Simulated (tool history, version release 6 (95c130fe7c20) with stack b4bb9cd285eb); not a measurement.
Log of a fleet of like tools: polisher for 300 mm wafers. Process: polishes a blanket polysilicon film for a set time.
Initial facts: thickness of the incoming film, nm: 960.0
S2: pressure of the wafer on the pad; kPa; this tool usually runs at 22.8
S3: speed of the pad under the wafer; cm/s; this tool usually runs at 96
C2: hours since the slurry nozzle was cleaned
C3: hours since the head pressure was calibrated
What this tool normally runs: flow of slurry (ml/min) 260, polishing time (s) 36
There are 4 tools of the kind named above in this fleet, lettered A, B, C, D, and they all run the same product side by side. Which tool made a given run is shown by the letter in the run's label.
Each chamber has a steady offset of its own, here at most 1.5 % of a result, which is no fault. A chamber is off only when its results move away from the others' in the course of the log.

At hour 2.5: chamber D: slurry nozzle cleaned.
Run 1D, hour 9.7: usual settings; wafers polished on this pad 311; C2 7.2; C3 1366. Result: film removed (Å) 3382.2.
At hour 13: chamber C: worn pad replaced by a new one.
Run 2B, hour 15.7: usual settings; wafers polished on this pad 634; C2 132.4; C3 979.3. Result: film removed (Å) 3443.6.
At hour 21.2: chamber B: worn pad replaced by a new one.
Run 3C, hour 26.7: usual settings; wafers polished on this pad 189; C2 332.4; C3 351.1. Result: film removed (Å) 3426.3.
Run 4A, hour 35.9: usual settings; wafers polished on this pad 1453; C2 141.3; C3 58.1. Result: film removed (Å) 3481.6.
At hour 36.7: chamber A: worn pad replaced by a new one.
At hour 46.1: chamber D: worn pad replaced by a new one.
Run 5C, hour 46.2: usual settings but S2 15.2 kPa, polishing time (s) 32; wafers polished on this pad 458; C2 351.9; C3 370.6. Result: film removed (Å) 2050.
Run 6B, hour 55.8: usual settings but S2 15.2 kPa, polishing time (s) 32; wafers polished on this pad 478; C2 172.5; C3 1019.4. Result: film removed (Å) 1991.1.
Run 7D, hour 64.2: usual settings but S2 15.2 kPa, polishing time (s) 32; wafers polished on this pad 249; C2 61.7; C3 1420.5. Result: film removed (Å) 2051.4.
Run 8A, hour 69.6: usual settings but S2 15.2 kPa, polishing time (s) 32; wafers polished on this pad 454; C2 175; C3 91.8. Result: film removed (Å) 2043.5.
At hour 70: chamber B: worn pad replaced by a new one.
Run 9D, hour 75.5: usual settings; wafers polished on this pad 405; C2 73; C3 1431.8. Result: film removed (Å) 3495.8.
Run 10C, hour 83.4: usual settings; wafers polished on this pad 971; C2 389.1; C3 407.8. Result: film removed (Å) 3368.1.
Run 11A, hour 90.1: usual settings; wafers polished on this pad 737; C2 195.5; C3 112.3. Result: film removed (Å) 3432.9.
At hour 98.6: chamber D: worn pad replaced by a new one.
Run 12B, hour 99: usual settings; wafers polished on this pad 400; C2 215.7; C3 1062.6. Result: film removed (Å) 3382.6.
At hour 100.5: chamber C: worn pad replaced by a new one.
Run 13A, hour 107: usual settings; wafers polished on this pad 970; C2 212.4; C3 129.2. Result: film removed (Å) 3461.7.
Run 14B, hour 115.3: usual settings; wafers polished on this pad 625; C2 232; C3 1078.9. Result: film removed (Å) 3429.5.
At hour 118.7: chamber A: worn pad replaced by a new one.
Run 15D, hour 124.3: usual settings; wafers polished on this pad 355; C2 121.8; C3 1480.6. Result: film removed (Å) 3448.6.
At hour 125.2: chamber D: head pressure recalibrated.
At hour 125.3: chamber B: worn pad replaced by a new one.
Run 16C, hour 130.4: usual settings; wafers polished on this pad 413; C2 436.1; C3 454.8. Result: film removed (Å) 3433.7.
Run 17B, hour 137.2: usual settings; wafers polished on this pad 165; C2 253.9; C3 1100.8. Result: film removed (Å) 3448.8.
Run 18A, hour 145.7: usual settings; wafers polished on this pad 373; C2 251.1; C3 167.9. Result: film removed (Å) 3479.7.
At hour 147.8: chamber D: worn pad replaced by a new one.
Run 19C, hour 154.3: usual settings; wafers polished on this pad 743; C2 460; C3 478.7. Result: film removed (Å) 3424.8.
Run 20D, hour 160.3: usual settings; wafers polished on this pad 173; C2 157.8; C3 35.1. Result: film removed (Å) 3487.6.
Run 21B, hour 168.7: usual settings but S3 74 cm/s, polishing time (s) 27; wafers polished on this pad 599; C2 285.4; C3 1132.3. Result: film removed (Å) 1950.8.
At hour 173.3: chamber B: head pressure recalibrated.
Run 22D, hour 178.2: usual settings but S3 74 cm/s, polishing time (s) 27; wafers polished on this pad 420; C2 175.7; C3 53. Result: film removed (Å) 2038.8.
At hour 179.4: chamber B: worn pad replaced by a new one.
At hour 188.6: chamber C: worn pad replaced by a new one.
Run 23C, hour 188.7: usual settings but S3 74 cm/s, polishing time (s) 27; wafers polished on this pad 2; C2 494.4; C3 513.1. Result: film removed (Å) 1958.2.
Run 24A, hour 194.6: usual settings but S3 74 cm/s, polishing time (s) 27; wafers polished on this pad 1048; C2 300; C3 216.8. Result: film removed (Å) 2003.7.
At hour 196.5: chamber D: worn pad replaced by a new one.
At hour 197.1: chamber C: slurry nozzle cleaned.
At hour 200.1: chamber A: worn pad replaced by a new one.
Run 25A, hour 202.6: usual settings; wafers polished on this pad 35; C2 308; C3 224.8. Result: film removed (Å) 3421.3.
Run 26D, hour 213.4: usual settings; wafers polished on this pad 234; C2 210.9; C3 88.2. Result: film removed (Å) 3461.5.
Run 27B, hour 222.3: usual settings; wafers polished on this pad 592; C2 339; C3 49. Result: film removed (Å) 3734.2.
Run 28C, hour 233.2: usual settings; wafers polished on this pad 616; C2 36.1; C3 557.6. Result: film removed (Å) 3389.6.
At hour 241.5: chamber B: worn pad replaced by a new one.
Run 29D, hour 242.9: usual settings; wafers polished on this pad 641; C2 240.4; C3 117.7. Result: film removed (Å) 3469.8.
Run 30A, hour 248.1: usual settings; wafers polished on this pad 663; C2 353.5; C3 270.3. Result: film removed (Å) 3291.3.
At hour 249.8: chamber D: worn pad replaced by a new one.
Run 31B, hour 255.5: usual settings; wafers polished on this pad 194; C2 372.2; C3 82.2. Result: film removed (Å) 3709.6.
Run 32C, hour 263.1: usual settings; wafers polished on this pad 1029; C2 66; C3 587.5. Result: film removed (Å) 3413.6.
Run 33A, hour 272.6: usual settings; wafers polished on this pad 1001; C2 378; C3 294.8. Result: film removed (Å) 3476.2.
Run 34D, hour 280.5: usual settings; wafers polished on this pad 424; C2 278; C3 155.3. Result: film removed (Å) 3488.9.

Has any chamber moved away from the others, gradually or after a service, or does the common gauge drift, or do the chambers differ only by their own small steady offsets? State the chamber and the most likely cause if one applies.

After it was serviced, chamber B no longer matches the other chambers.
Cause: head's pressure above its setpoint, % = 8.16.

Below are 4 candidate recipes for chamber B's next run, each the usual settings with a change, their results shown as question marks. Which of them brings B's results back in line with what the other chambers give on the usual settings?
Counts as in line when no further than this from what the other chambers average on the usual settings: film removed (Å) 150
Run 35B-1, hour 288.4: usual settings but S2 23.4 kPa, S3 98 cm/s, polishing time (s) 37. Result: film removed (Å) ?.
Run 35B-2, hour 288.4: usual settings but polishing time (s) 33. Result: film removed (Å) ?.
Run 35B-3, hour 288.4: usual settings but flow of slurry (ml/min) 255, S2 19.3 kPa. Result: film removed (Å) ?.
Run 35B-4, hour 288.4: usual settings but flow of slurry (ml/min) 265, polishing time (s) 42. Result: film removed (Å) ?.

Average result of the remaining chambers running the usual settings: film removed (Å) 3433.6
  run  film removed (Å)
35B-1            4023.1
35B-2              3412
35B-3            3151.7
35B-4            4350.9
It is 35B-2 that realigns the chamber with its peers.

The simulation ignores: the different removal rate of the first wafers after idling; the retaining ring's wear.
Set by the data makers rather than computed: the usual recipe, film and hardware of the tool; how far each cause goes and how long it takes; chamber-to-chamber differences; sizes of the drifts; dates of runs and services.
